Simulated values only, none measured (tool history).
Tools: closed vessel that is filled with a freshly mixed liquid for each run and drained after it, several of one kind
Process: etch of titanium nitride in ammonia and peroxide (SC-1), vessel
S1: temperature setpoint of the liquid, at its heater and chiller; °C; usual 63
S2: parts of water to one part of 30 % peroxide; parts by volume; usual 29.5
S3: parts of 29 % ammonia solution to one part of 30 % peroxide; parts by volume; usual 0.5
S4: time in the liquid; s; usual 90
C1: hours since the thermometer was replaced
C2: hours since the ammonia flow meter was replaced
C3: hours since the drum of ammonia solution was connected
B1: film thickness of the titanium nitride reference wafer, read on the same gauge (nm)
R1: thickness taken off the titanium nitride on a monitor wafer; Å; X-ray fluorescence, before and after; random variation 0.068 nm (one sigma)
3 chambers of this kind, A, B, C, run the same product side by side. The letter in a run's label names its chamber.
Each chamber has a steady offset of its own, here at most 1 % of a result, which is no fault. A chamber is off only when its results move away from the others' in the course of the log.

run	hour	S1	S2	S3	S4	C1	C2	C3	B1	R1
1B	13.9	63	29.5	0.5	90	256.9	846.9	92.5	89.978	109.77
2A	21.8	63	29.5	0.5	90	488.3	177.9	235	89.995	107.53
3C	32.6	63	29.5	0.5	90	1011.8	926.9	649.2	89.996	108.47
4C	41.4	63	29.5	0.5	90	1020.6	935.7	658	90.014	107.61
5A	51.3	63	29.5	0.5	90	517.8	207.4	264.5	90.012	108.91
6B	65.9	63	29.5	0.5	90	308.9	898.9	144.5	90.021	110.11
7B	73.5	54	29.5	0.5	90	316.5	906.5	152.1	90.03	60.634
8A	80.9	54	29.5	0.5	90	547.4	237	294.1	89.993	59.901
9C	93.5	54	29.5	0.5	90	1072.7	987.8	710.1	89.988	59.64
10C	100.4	63	29.5	0.5	90	1079.6	994.7	717	90.002	108.17
# hour 104.6: chamber A: new drum of ammonia solution connected
11B	115	63	29.5	0.5	90	358	948	193.6	90.03	110.09
12A	130.1	63	29.5	0.5	90	596.6	286.2	25.6	89.979	108.76
# hour 138.1: chamber C: new drum of ammonia solution connected
13C	143.8	63	29.5	0.5	90	1123	1038.1	5.8	89.998	107.57
14B	155.2	63	29.5	0.5	90	398.2	988.2	233.8	89.973	110.51
15A	164	63	29.5	0.5	90	630.5	320.1	59.5	89.999	106.66
16B	179	63	29.5	0.6	90	422	1012	257.6	90.007	114.22
17C	186.2	63	29.5	0.6	90	1165.4	1080.5	48.2	89.98	112.14
18A	198.2	63	29.5	0.6	90	664.7	354.3	93.7	90.018	112.59
19A	207.7	63	29.5	0.5	90	674.2	363.8	103.2	90.026	107.16
20B	220.8	63	29.5	0.5	90	463.8	1053.8	299.4	89.977	112.45
# hour 224.6: chamber C: thermometer replaced
21C	230	63	29.5	0.5	90	5.4	1124.3	92	90.017	108.03
22C	244.6	63	29.5	0.5	90	20	1138.9	106.6	90.011	107.28
23A	254.6	63	29.5	0.5	90	721.1	410.7	150.1	89.971	107.02
# hour 258.6: chamber A: thermometer replaced
24B	262.6	63	29.5	0.5	90	505.6	1095.6	341.2	89.978	111
25B	272.6	63	29.5	0.6	135	515.6	1105.6	351.2	90.014	173.46
26C	282.6	63	29.5	0.6	135	58	1176.9	144.6	90.013	168.64
27A	293.3	63	29.5	0.6	135	34.7	449.4	188.8	89.988	168.25
28A	301.4	63	29.5	0.5	90	42.8	457.5	196.9	90.009	107.6
29B	314.1	63	29.5	0.5	90	557.1	1147.1	392.7	90.033	112.55
30C	325.8	63	29.5	0.5	125	101.2	1220.1	187.8	90.013	149.91
31C	335.9	63	29.5	0.5	125	111.3	1230.2	197.9	89.995	149.54
32A	350.6	63	29.5	0.5	125	92	506.7	246.1	89.996	150.07
33B	360.3	63	29.5	0.5	90	603.3	1193.3	438.9	89.973	114.52
34A	370.5	63	29.5	0.5	90	111.9	526.6	266	89.964	108.47
35B	382.6	63	37.5	0.25	90	625.6	1215.6	461.2	90.021	86.738
36C	389.7	63	37.5	0.25	90	165.1	1284	251.7	90.019	81.587
37C	397	63	37.5	0.25	90	172.4	1291.3	259	90.017	82.115
38A	407.4	63	29.5	0.5	90	148.8	563.5	302.9	89.994	108.15
39B	417.2	63	34	0.5	60	660.2	1250.2	495.8	89.982	69.028

Next, every chamber runs the same settings. What will each give?
40A	428.3	63	29.5	0.5	90					?
40B	428.3	63	29.5	0.5	90					?
40C	428.3	63	29.5	0.5	90					?

run	R1
40A	108.84
40B	113.13
40C	108.4

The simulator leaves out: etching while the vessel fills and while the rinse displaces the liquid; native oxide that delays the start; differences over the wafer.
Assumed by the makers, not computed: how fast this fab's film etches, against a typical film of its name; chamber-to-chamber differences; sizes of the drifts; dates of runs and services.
